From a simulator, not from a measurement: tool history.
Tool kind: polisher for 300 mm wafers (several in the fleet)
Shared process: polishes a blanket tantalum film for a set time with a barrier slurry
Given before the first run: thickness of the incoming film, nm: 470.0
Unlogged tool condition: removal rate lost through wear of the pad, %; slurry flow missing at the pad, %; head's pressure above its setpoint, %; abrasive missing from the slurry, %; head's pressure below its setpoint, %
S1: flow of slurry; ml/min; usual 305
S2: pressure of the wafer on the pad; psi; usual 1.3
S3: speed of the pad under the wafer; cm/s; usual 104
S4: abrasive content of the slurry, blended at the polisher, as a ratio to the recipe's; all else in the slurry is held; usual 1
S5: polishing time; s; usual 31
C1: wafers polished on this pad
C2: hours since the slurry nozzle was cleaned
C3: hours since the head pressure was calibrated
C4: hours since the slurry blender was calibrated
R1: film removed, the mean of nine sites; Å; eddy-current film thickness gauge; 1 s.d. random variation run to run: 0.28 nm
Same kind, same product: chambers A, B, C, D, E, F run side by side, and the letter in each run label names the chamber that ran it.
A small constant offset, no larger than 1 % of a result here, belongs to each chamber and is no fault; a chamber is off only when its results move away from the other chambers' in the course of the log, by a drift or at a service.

run   hour   S1   S2   S3    S4  S5    C1     C2      C3     C4      R1
 1E    4.8  305  1.3  104     1  31   553  391.8   869.6   15.7  360.42
       9.6  -- chamber A: worn pad replaced by a new one
 2D   10.1  305  1.3  104     1  31   438  194.7   285.5     47  365.67
      12.6  -- chamber F: worn pad replaced by a new one
 3B   16.7  305  1.3  104     1  31   565    386     663  413.1  360.41
 4C     23  305  1.3  104     1  31   859  112.5   312.7   93.3  359.51
 5A   27.1  305  1.3  104     1  31   116   79.3   488.9  128.5  360.25
 6F     31  305  1.3  104     1  31   122  450.1  1082.2   56.1  356.26
      32.3  -- chamber E: worn pad replaced by a new one
 7E   36.5  305  1.3  104     1  31    28  423.5   901.3   47.4  362.47
 8D   42.4  305  1.3  104  1.15  37   652    227   317.8   79.3  456.46
 9A   47.7  305  1.3  104  1.15  37   252   99.9   509.5  149.1  446.46
        50  -- chamber C: slurry blender recalibrated
        50  -- chamber D: worn pad replaced by a new one
10B   53.4  305  1.3  104  1.15  37   809  422.7   699.7  449.8  448.07
11C   59.2  305  1.3  104  1.15  37  1099  148.7   348.9    9.3  449.68
12F   63.8  305  1.3  104  1.15  37   339  482.9    1115   88.9  439.97
      67.5  -- chamber F: slurry nozzle cleaned
13A   67.5  305  1.3  104  1.15  37   384  119.7   529.3  168.9   448.2
      70.5  -- chamber B: worn pad replaced by a new one
14F   71.1  305  1.3  104     1  31   388    3.7  1122.3   96.2  358.11
15E   75.9  305  1.3  104     1  31   289  462.9   940.7   86.8  364.33
        77  -- chamber C: worn pad replaced by a new one
16D   78.8  305  1.3  104     1  31   191  263.4   354.2  115.7  363.33
      81.3  -- chamber B: slurry blender recalibrated
17C   84.6  305  1.3  104     1  31    50  174.1   374.3   34.7  362.27
18B   88.1  305  1.3  104     1  31   117  457.4   734.4    6.8  364.66
19A   94.7  305  1.6  104     1  37   564  146.9   556.5  196.1  527.11
20F   99.3  305  1.6  104     1  37   574   31.9  1150.5  124.4   531.8
21D    103  305  1.6  104     1  37   351  287.6   378.4  139.9  539.91
22E  108.7  305  1.6  104     1  37   506  495.7   973.5  119.6  529.43
23B    113  305  1.6  104     1  37   282  482.3   759.3   31.7  533.58
     116.5  -- chamber F: head pressure recalibrated
24C  119.5  305  1.6  104     1  37   281    209   409.2   69.6  533.49
25A  124.5  305  1.1   74     1  31   761  176.7   586.3  225.9  219.41
26E    130  305  1.1   74     1  31   647    517   994.8  140.9  220.16
27D  133.3  305  1.1   74     1  31   552  317.9   408.7  170.2  220.72
28B  136.3  305  1.1   74     1  31   436  505.6   782.6     55  220.65
     137.9  -- chamber F: worn pad replaced by a new one
29F  139.7  305  1.1   74     1  31    12   72.3    23.2  164.8  199.62
     144.2  -- chamber A: slurry blender recalibrated
30C  144.9  305  1.1   74     1  31   450  234.4   434.6     95  215.88
31B  149.5  305  1.3  104     1  31   524  518.8   795.8   68.2  366.92
32D  152.4  305  1.3  104     1  31   679    337   427.8  189.3  365.32
     155.6  -- chamber D: worn pad replaced by a new one
33C  156.7  305  1.3  104     1  31   528  246.2   446.4  106.8  359.66
34A  163.2  305  1.3  104     1  31  1018  215.4     625   19.1   362.2
35E  168.6  305  1.3  104     1  31   903  555.6  1033.4  179.5     366
     172.7  -- chamber E: worn pad replaced by a new one
36F  173.9  305  1.3  104     1  31   239  106.5    57.4    199  332.14
     175.1  -- chamber C: slurry blender recalibrated
37A  176.8  305  1.3  104     1  31  1108    229   638.6   32.7  360.66
     177.7  -- chamber D: slurry blender recalibrated
38D  183.5  305  1.3  104     1  31   185  368.1   458.9    5.8  365.97
39E  189.6  305  1.3  104     1  31   112  576.6  1054.4  200.5  361.18
40B  193.9  305  1.3  104     1  31   818  563.2   840.2  112.6  360.44
41C  197.5  305  1.3  104     1  31   798    287   487.2   22.5  358.84
42F  202.5  305  1.3  104     1  31   428  135.1      86  227.6  328.52
43B  208.9  305  1.3  104     1  31   917  578.2   855.2  127.6  360.57

Predict what each chamber gives when all 6 of them run the settings below next.
44A  213.7  305  1.3  104   1  21                   ?
44B  213.7  305  1.3  104   1  21                   ?
44C  213.7  305  1.3  104   1  21                   ?
44D  213.7  305  1.3  104   1  21                   ?
44E  213.7  305  1.3  104   1  21                   ?
44F  213.7  305  1.3  104   1  21                   ?

run      R1
44A  242.52
44B  245.04
44C  246.49
44D  246.44
44E  243.72
44F  225.86
